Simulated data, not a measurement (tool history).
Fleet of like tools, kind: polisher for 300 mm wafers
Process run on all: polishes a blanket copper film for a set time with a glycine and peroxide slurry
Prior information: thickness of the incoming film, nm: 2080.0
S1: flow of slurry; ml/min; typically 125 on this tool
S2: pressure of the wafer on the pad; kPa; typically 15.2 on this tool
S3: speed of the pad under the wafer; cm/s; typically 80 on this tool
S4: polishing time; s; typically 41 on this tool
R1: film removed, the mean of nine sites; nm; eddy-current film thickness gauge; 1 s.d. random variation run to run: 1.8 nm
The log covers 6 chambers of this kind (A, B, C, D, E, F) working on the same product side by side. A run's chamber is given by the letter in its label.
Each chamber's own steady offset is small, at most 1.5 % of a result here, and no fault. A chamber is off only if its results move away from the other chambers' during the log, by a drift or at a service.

run	day	S1	S2	S3	S4	R1
1A	0.258	125	15.2	80	41	187.43
# day 0.454: chamber E: worn pad replaced by a new one
# day 0.512: chamber C: worn pad replaced by a new one
2E	0.562	125	15.2	80	41	185.48
3B	0.783	125	15.2	80	41	188.27
# day 0.8: chamber D: worn pad replaced by a new one
4F	0.921	125	15.2	80	41	190.12
# day 0.983: chamber A: worn pad replaced by a new one
5D	1.096	125	15.2	80	41	185.71
6C	1.404	125	13.1	60	41	141.47
7E	1.712	125	13.1	60	41	137.8
8B	1.888	125	13.1	60	41	138.71
9A	2.025	125	13.1	60	41	138.89
# day 2.075: chamber F: worn pad replaced by a new one
# day 2.246: chamber E: head pressure recalibrated
# day 2.254: chamber A: head pressure recalibrated
10C	2.258	125	13.1	60	41	137.65
# day 2.362: chamber C: worn pad replaced by a new one
11F	2.488	125	13.1	60	41	140.87
12D	2.692	125	15.2	80	41	188.21
13A	2.883	125	15.2	80	41	187.33
14B	3.046	125	15.2	80	41	182.67
15F	3.204	125	15.2	80	41	189.7
16C	3.446	125	15.2	80	41	185.98
17D	3.592	125	15.2	80	41	189.64
18E	3.775	125	15.2	80	41	189.16
19D	3.958	125	15.2	80	41	187.44
# day 4.225: chamber C: worn pad replaced by a new one
20F	4.238	125	15.2	80	41	189.99
21A	4.508	125	15.2	62	41	156.63
# day 4.525: chamber E: worn pad replaced by a new one
22B	4.7	125	15.2	62	41	150.53
# day 4.708: chamber F: worn pad replaced by a new one
23C	4.967	125	15.2	62	41	157.44
24E	5.15	125	15.2	62	41	155.4
# day 5.329: chamber D: worn pad replaced by a new one
25F	5.338	125	15.2	62	41	160.61
26D	5.546	125	15.2	62	41	154.25
27A	5.696	125	15.2	72	47	200.53
# day 5.988: chamber C: worn pad replaced by a new one
28C	5.988	125	15.2	72	47	201.09
29B	6.129	125	15.2	72	47	188.23
30E	6.404	125	15.2	72	47	198.97
# day 6.538: chamber A: worn pad replaced by a new one
31D	6.596	125	15.2	72	47	201.78
32F	6.738	125	15.2	72	47	205.9
33A	7.046	125	15.2	80	41	189.08
34B	7.258	125	15.2	80	41	170.88
# day 7.329: chamber F: worn pad replaced by a new one
35E	7.425	125	17.9	80	34	178.1
# day 7.621: chamber C: worn pad replaced by a new one
36C	7.679	125	17.9	80	34	175.71
37B	7.925	125	17.9	80	34	160.58
# day 8.108: chamber E: worn pad replaced by a new one
38F	8.175	125	17.9	80	34	179.83
39D	8.429	125	17.9	80	34	175.03
# day 8.533: chamber A: slurry nozzle cleaned
40C	8.712	125	17.9	80	34	177.94
41A	8.996	145	19.3	80	41	233.64
42E	9.242	145	19.3	80	41	230.97
43B	9.475	145	19.3	80	41	207.16

What goes on in this fleet: one chamber off, a drifting gauge, or nothing beyond the chambers' own small offsets? Name the chamber and the cause, if any.

Chamber B drifts away from the others.
Most likely cause: removal rate lost through wear of the pad, % = 10.6.
The log may not separate it from: slurry flow missing at the pad, %; head's pressure below its setpoint, %.

Which of the 4 candidates below, each the usual settings with something changed and its results left as question marks, puts chamber B back in line with what the other chambers give on the usual settings?
A result is in line if it is within this distance of the other chambers' mean on the usual settings: R1 6.4 nm
44B-1	9.7	120	15.2	68	41	?
44B-2	9.7	120	13.8	74	37	?
44B-3	9.7	130	15.2	80	46	?
44B-4	9.7	130	15.2	90	47	?

Average result of the remaining chambers running the usual settings: R1 188.14 nm
run	R1
44B-1	146.26
44B-2	130.94
44B-3	188.15
44B-4	210.41
The right change is 44B-3: it brings the chamber back within the allowed miss of the others.
